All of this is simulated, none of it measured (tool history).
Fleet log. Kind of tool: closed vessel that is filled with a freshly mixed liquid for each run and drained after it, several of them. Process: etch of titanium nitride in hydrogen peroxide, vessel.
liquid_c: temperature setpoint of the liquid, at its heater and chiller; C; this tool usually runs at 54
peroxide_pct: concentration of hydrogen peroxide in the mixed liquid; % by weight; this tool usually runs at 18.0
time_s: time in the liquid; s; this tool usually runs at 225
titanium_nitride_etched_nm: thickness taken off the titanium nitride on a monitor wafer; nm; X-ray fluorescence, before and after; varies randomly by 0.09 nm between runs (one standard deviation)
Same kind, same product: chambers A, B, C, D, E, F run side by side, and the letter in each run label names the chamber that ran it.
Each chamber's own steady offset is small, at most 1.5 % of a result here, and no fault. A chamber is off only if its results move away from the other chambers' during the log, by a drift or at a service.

run   hour  liquid_c  peroxide_pct  time_s  read-back film thickness of the titanium nitride reference wafer, read on the same gauge (nm)  titanium_nitride_etched_nm
 1C   12.6        54          18.0     225                                                                                         60.010                     12.4420
 2B   25.8        54          18.0     225                                                                                         59.958                     12.5400
      26.1  -- chamber C: thermometer replaced
 3D   36.8        54          18.0     225                                                                                         59.985                     12.4500
 4F   49.6        54          18.0     225                                                                                         59.998                     12.6910
 5A   58.0        54          18.0     225                                                                                         59.987                     12.7180
 6E   67.6        54          18.0     225                                                                                         60.020                     12.6400
 7B   76.9        54          18.0     225                                                                                         59.989                     12.6030
      83.7  -- chamber D: peroxide flow meter replaced
 8F   92.9        54          18.0     225                                                                                         60.021                     12.6530
      96.2  -- chamber F: peroxide flow meter replaced
 9E  108.1        54          18.0     225                                                                                         60.007                     12.6080
     112.0  -- chamber D: new drum of peroxide connected
10C  115.3        54          18.0     225                                                                                         59.996                     12.6210
11A  129.9        54          18.0     225                                                                                         60.049                     12.8310
     136.2  -- chamber A: peroxide flow meter replaced
12D  137.3        54          18.0     315                                                                                         60.018                     17.2530
13C  144.9        54          18.0     315                                                                                         60.007                     17.3840
14E  160.3        54          18.0     315                                                                                         60.012                     17.5890
15B  173.4        54          18.0     315                                                                                         59.984                     17.6210
16F  183.5        54          18.0     315                                                                                         60.000                     17.2070
17A  193.1        54          18.0     315                                                                                         60.025                     17.6880
18D  200.3        45          18.0     225                                                                                         59.994                      6.5211
19E  212.3        45          18.0     225                                                                                         60.018                      6.5608
20B  225.6        45          18.0     225                                                                                         60.005                      6.6435
21A  241.4        45          18.0     225                                                                                         59.987                      6.5373
     247.7  -- chamber C: new drum of peroxide connected
22F  253.2        45          18.0     225                                                                                         60.001                      6.2371
23C  262.0        45          18.0     225                                                                                         59.970                      6.5027
24D  270.7        54          18.0     225                                                                                         59.990                     12.4630
25F  286.7        62          19.5     225                                                                                         60.013                     21.2120
26E  302.6        62          19.5     225                                                                                         59.994                     22.0130
27D  317.7        62          19.5     225                                                                                         60.021                     21.3890
28B  331.9        62          19.5     225                                                                                         59.968                     22.0010
29C  340.5        62          19.5     225                                                                                         59.998                     22.2300
30A  353.9        62          19.5     225                                                                                         60.032                     22.4310
31F  370.0        54          18.0     225                                                                                         59.999                     11.8320
32B  380.9        54          18.0     225                                                                                         60.025                     12.7880
33C  388.1        54          18.0     225                                                                                         59.973                     12.4430
34A  395.3        54          18.0     225                                                                                         59.961                     12.6240
35D  403.3        54          18.0     225                                                                                         59.958                     12.4360
36E  418.2        54          18.0     225                                                                                         60.038                     12.5850

Next, every chamber runs the same settings. What will each give?
37A  429.8        54          18.0     225                                                                                                                          ?
37B  429.8        54          18.0     225                                                                                                                          ?
37C  429.8        54          18.0     225                                                                                                                          ?
37D  429.8        54          18.0     225                                                                                                                          ?
37E  429.8        54          18.0     225                                                                                                                          ?
37F  429.8        54          18.0     225                                                                                                                          ?

run  titanium_nitride_etched_nm
37A                     12.6810
37B                     12.5480
37C                     12.5100
37D                     12.5170
37E                     12.5170
37F                     11.5190
